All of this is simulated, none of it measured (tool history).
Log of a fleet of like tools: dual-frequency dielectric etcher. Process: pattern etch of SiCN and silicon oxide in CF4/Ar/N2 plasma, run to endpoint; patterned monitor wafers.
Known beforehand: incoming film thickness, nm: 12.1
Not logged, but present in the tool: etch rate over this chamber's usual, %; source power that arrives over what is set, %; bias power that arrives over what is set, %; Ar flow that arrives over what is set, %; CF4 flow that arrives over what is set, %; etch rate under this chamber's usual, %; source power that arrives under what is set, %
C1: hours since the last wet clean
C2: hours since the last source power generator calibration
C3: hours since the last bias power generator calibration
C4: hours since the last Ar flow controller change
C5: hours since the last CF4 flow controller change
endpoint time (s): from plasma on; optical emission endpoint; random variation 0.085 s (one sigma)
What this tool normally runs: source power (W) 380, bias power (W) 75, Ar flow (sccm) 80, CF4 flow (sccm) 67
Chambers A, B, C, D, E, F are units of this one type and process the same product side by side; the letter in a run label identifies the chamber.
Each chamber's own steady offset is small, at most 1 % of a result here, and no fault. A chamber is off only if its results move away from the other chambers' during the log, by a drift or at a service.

run 1F hour=7.6 | source_power_(W)=380 bias_power_(W)=75 Ar_flow_(sccm)=80 CF4_flow_(sccm)=67 | C1=315.9 C2=2756.5 C3=3385.3 C4=4653.6 C5=1124 | endpoint_time_(s)=15.562
run 2A hour=17.8 | source_power_(W)=380 bias_power_(W)=75 Ar_flow_(sccm)=80 CF4_flow_(sccm)=67 | C1=97 C2=3452.2 C3=920.7 C4=1375.1 C5=1765.4 | endpoint_time_(s)=15.616
run 3E hour=22.7 | source_power_(W)=380 bias_power_(W)=75 Ar_flow_(sccm)=80 CF4_flow_(sccm)=67 | C1=338.5 C2=2949.9 C3=952.3 C4=541.3 C5=1455.9 | endpoint_time_(s)=15.856
run 4B hour=31.3 | source_power_(W)=380 bias_power_(W)=75 Ar_flow_(sccm)=80 CF4_flow_(sccm)=67 | C1=152 C2=1387.2 C3=2116.8 C4=1710.8 C5=1684.4 | endpoint_time_(s)=15.544
run 5D hour=37.1 | source_power_(W)=380 bias_power_(W)=75 Ar_flow_(sccm)=80 CF4_flow_(sccm)=67 | C1=179.3 C2=1006.8 C3=531.2 C4=3900.2 C5=1643.2 | endpoint_time_(s)=15.436
run 6C hour=43.9 | source_power_(W)=380 bias_power_(W)=75 Ar_flow_(sccm)=80 CF4_flow_(sccm)=67 | C1=143.8 C2=2948.2 C3=2963.1 C4=3758.4 C5=3167.3 | endpoint_time_(s)=15.644
run 7A hour=52.2 | source_power_(W)=380 bias_power_(W)=75 Ar_flow_(sccm)=80 CF4_flow_(sccm)=67 | C1=131.4 C2=3486.6 C3=955.1 C4=1409.5 C5=1799.8 | endpoint_time_(s)=15.516
run 8F hour=62.6 | source_power_(W)=380 bias_power_(W)=75 Ar_flow_(sccm)=80 CF4_flow_(sccm)=67 | C1=370.9 C2=2811.5 C3=3440.3 C4=4708.6 C5=1179 | endpoint_time_(s)=15.762
run 9C hour=69.5 | source_power_(W)=380 bias_power_(W)=75 Ar_flow_(sccm)=80 CF4_flow_(sccm)=67 | C1=169.4 C2=2973.8 C3=2988.7 C4=3784 C5=3192.9 | endpoint_time_(s)=15.552
run 10E hour=78.2 | source_power_(W)=380 bias_power_(W)=75 Ar_flow_(sccm)=80 CF4_flow_(sccm)=67 | C1=394 C2=3005.4 C3=1007.8 C4=596.8 C5=1511.4 | endpoint_time_(s)=15.675
run 11D hour=86.8 | source_power_(W)=380 bias_power_(W)=75 Ar_flow_(sccm)=80 CF4_flow_(sccm)=67 | C1=229 C2=1056.5 C3=580.9 C4=3949.9 C5=1692.9 | endpoint_time_(s)=15.655
run 12B hour=96.4 | source_power_(W)=380 bias_power_(W)=75 Ar_flow_(sccm)=80 CF4_flow_(sccm)=67 | C1=217.1 C2=1452.3 C3=2181.9 C4=1775.9 C5=1749.5 | endpoint_time_(s)=15.65
run 13B hour=101.8 | source_power_(W)=380 bias_power_(W)=75 Ar_flow_(sccm)=80 CF4_flow_(sccm)=67 | C1=222.5 C2=1457.7 C3=2187.3 C4=1781.3 C5=1754.9 | endpoint_time_(s)=15.557
run 14C hour=108.5 | source_power_(W)=380 bias_power_(W)=75 Ar_flow_(sccm)=80 CF4_flow_(sccm)=67 | C1=208.4 C2=3012.8 C3=3027.7 C4=3823 C5=3231.9 | endpoint_time_(s)=15.527
run 15E hour=114.9 | source_power_(W)=380 bias_power_(W)=75 Ar_flow_(sccm)=80 CF4_flow_(sccm)=67 | C1=430.7 C2=3042.1 C3=1044.5 C4=633.5 C5=1548.1 | endpoint_time_(s)=15.707
run 16D hour=125.4 | source_power_(W)=380 bias_power_(W)=75 Ar_flow_(sccm)=80 CF4_flow_(sccm)=67 | C1=267.6 C2=1095.1 C3=619.5 C4=3988.5 C5=1731.5 | endpoint_time_(s)=15.482
run 17F hour=132.6 | source_power_(W)=380 bias_power_(W)=75 Ar_flow_(sccm)=80 CF4_flow_(sccm)=67 | C1=440.9 C2=2881.5 C3=3510.3 C4=4778.6 C5=1249 | endpoint_time_(s)=15.501
run 18A hour=142.2 | source_power_(W)=380 bias_power_(W)=75 Ar_flow_(sccm)=80 CF4_flow_(sccm)=67 | C1=221.4 C2=3576.6 C3=1045.1 C4=1499.5 C5=1889.8 | endpoint_time_(s)=15.601
run 19B hour=150.8 | source_power_(W)=380 bias_power_(W)=75 Ar_flow_(sccm)=80 CF4_flow_(sccm)=67 | C1=271.5 C2=1506.7 C3=2236.3 C4=1830.3 C5=1803.9 | endpoint_time_(s)=15.481
-- hour=156.2 chamber B: Ar flow controller replaced
run 20F hour=160.6 | source_power_(W)=380 bias_power_(W)=75 Ar_flow_(sccm)=80 CF4_flow_(sccm)=67 | C1=468.9 C2=2909.5 C3=3538.3 C4=4806.6 C5=1277 | endpoint_time_(s)=15.76
run 21E hour=165.8 | source_power_(W)=380 bias_power_(W)=75 Ar_flow_(sccm)=65 CF4_flow_(sccm)=67 | C1=481.6 C2=3093 C3=1095.4 C4=684.4 C5=1599 | endpoint_time_(s)=15.304
-- hour=169.6 chamber F: wet clean of the chamber
run 22C hour=174.3 | source_power_(W)=380 bias_power_(W)=75 Ar_flow_(sccm)=65 CF4_flow_(sccm)=67 | C1=274.2 C2=3078.6 C3=3093.5 C4=3888.8 C5=3297.7 | endpoint_time_(s)=15.221
run 23A hour=184.4 | source_power_(W)=380 bias_power_(W)=75 Ar_flow_(sccm)=65 CF4_flow_(sccm)=67 | C1=263.6 C2=3618.8 C3=1087.3 C4=1541.7 C5=1932 | endpoint_time_(s)=15.173
run 24D hour=192.7 | source_power_(W)=380 bias_power_(W)=75 Ar_flow_(sccm)=65 CF4_flow_(sccm)=67 | C1=334.9 C2=1162.4 C3=686.8 C4=4055.8 C5=1798.8 | endpoint_time_(s)=15.234
run 25A hour=199.8 | source_power_(W)=380 bias_power_(W)=75 Ar_flow_(sccm)=65 CF4_flow_(sccm)=67 | C1=279 C2=3634.2 C3=1102.7 C4=1557.1 C5=1947.4 | endpoint_time_(s)=15.225
run 26C hour=205.3 | source_power_(W)=380 bias_power_(W)=75 Ar_flow_(sccm)=65 CF4_flow_(sccm)=67 | C1=305.2 C2=3109.6 C3=3124.5 C4=3919.8 C5=3328.7 | endpoint_time_(s)=15.235
run 27B hour=211.1 | source_power_(W)=380 bias_power_(W)=75 Ar_flow_(sccm)=80 CF4_flow_(sccm)=67 | C1=331.8 C2=1567 C3=2296.6 C4=54.9 C5=1864.2 | endpoint_time_(s)=15.346
run 28D hour=221.4 | source_power_(W)=380 bias_power_(W)=89 Ar_flow_(sccm)=80 CF4_flow_(sccm)=74 | C1=363.6 C2=1191.1 C3=715.5 C4=4084.5 C5=1827.5 | endpoint_time_(s)=14.624
run 29F hour=229 | source_power_(W)=380 bias_power_(W)=89 Ar_flow_(sccm)=80 CF4_flow_(sccm)=74 | C1=59.5 C2=2977.9 C3=3606.7 C4=4875 C5=1345.4 | endpoint_time_(s)=14.618
run 30E hour=234.7 | source_power_(W)=380 bias_power_(W)=89 Ar_flow_(sccm)=80 CF4_flow_(sccm)=74 | C1=550.5 C2=3161.9 C3=1164.3 C4=753.3 C5=1667.9 | endpoint_time_(s)=14.614
run 31F hour=241.6 | source_power_(W)=380 bias_power_(W)=89 Ar_flow_(sccm)=80 CF4_flow_(sccm)=74 | C1=72.1 C2=2990.5 C3=3619.3 C4=4887.6 C5=1358 | endpoint_time_(s)=14.601
run 32E hour=249.1 | source_power_(W)=380 bias_power_(W)=89 Ar_flow_(sccm)=80 CF4_flow_(sccm)=74 | C1=564.9 C2=3176.3 C3=1178.7 C4=767.7 C5=1682.3 | endpoint_time_(s)=14.714
run 33C hour=256 | source_power_(W)=380 bias_power_(W)=89 Ar_flow_(sccm)=80 CF4_flow_(sccm)=74 | C1=355.9 C2=3160.3 C3=3175.2 C4=3970.5 C5=3379.4 | endpoint_time_(s)=14.611
-- hour=256.9 chamber D: wet clean of the chamber
run 34B hour=261.9 | source_power_(W)=380 bias_power_(W)=75 Ar_flow_(sccm)=80 CF4_flow_(sccm)=67 | C1=382.6 C2=1617.8 C3=2347.4 C4=105.7 C5=1915 | endpoint_time_(s)=15.237
run 35A hour=272.2 | source_power_(W)=380 bias_power_(W)=75 Ar_flow_(sccm)=80 CF4_flow_(sccm)=56 | C1=351.4 C2=3706.6 C3=1175.1 C4=1629.5 C5=2019.8 | endpoint_time_(s)=16.139
run 36D hour=282.3 | source_power_(W)=380 bias_power_(W)=75 Ar_flow_(sccm)=80 CF4_flow_(sccm)=56 | C1=25.4 C2=1252 C3=776.4 C4=4145.4 C5=1888.4 | endpoint_time_(s)=16.157

Next, all 6 chambers run the settings below, one line each with question marks for the results. What does each chamber give?
run 37A hour=289.9 | source_power_(W)=380 bias_power_(W)=75 Ar_flow_(sccm)=95 CF4_flow_(sccm)=67 | endpoint_time_(s)=?
run 37B hour=289.9 | source_power_(W)=380 bias_power_(W)=75 Ar_flow_(sccm)=95 CF4_flow_(sccm)=67 | endpoint_time_(s)=?
run 37C hour=289.9 | source_power_(W)=380 bias_power_(W)=75 Ar_flow_(sccm)=95 CF4_flow_(sccm)=67 | endpoint_time_(s)=?
run 37D hour=289.9 | source_power_(W)=380 bias_power_(W)=75 Ar_flow_(sccm)=95 CF4_flow_(sccm)=67 | endpoint_time_(s)=?
run 37E hour=289.9 | source_power_(W)=380 bias_power_(W)=75 Ar_flow_(sccm)=95 CF4_flow_(sccm)=67 | endpoint_time_(s)=?
run 37F hour=289.9 | source_power_(W)=380 bias_power_(W)=75 Ar_flow_(sccm)=95 CF4_flow_(sccm)=67 | endpoint_time_(s)=?

run=37A endpoint_time_(s)=15.896
run=37B endpoint_time_(s)=15.505
run=37C endpoint_time_(s)=16.141
run=37D endpoint_time_(s)=16.044
run=37E endpoint_time_(s)=15.976
run=37F endpoint_time_(s)=16.091
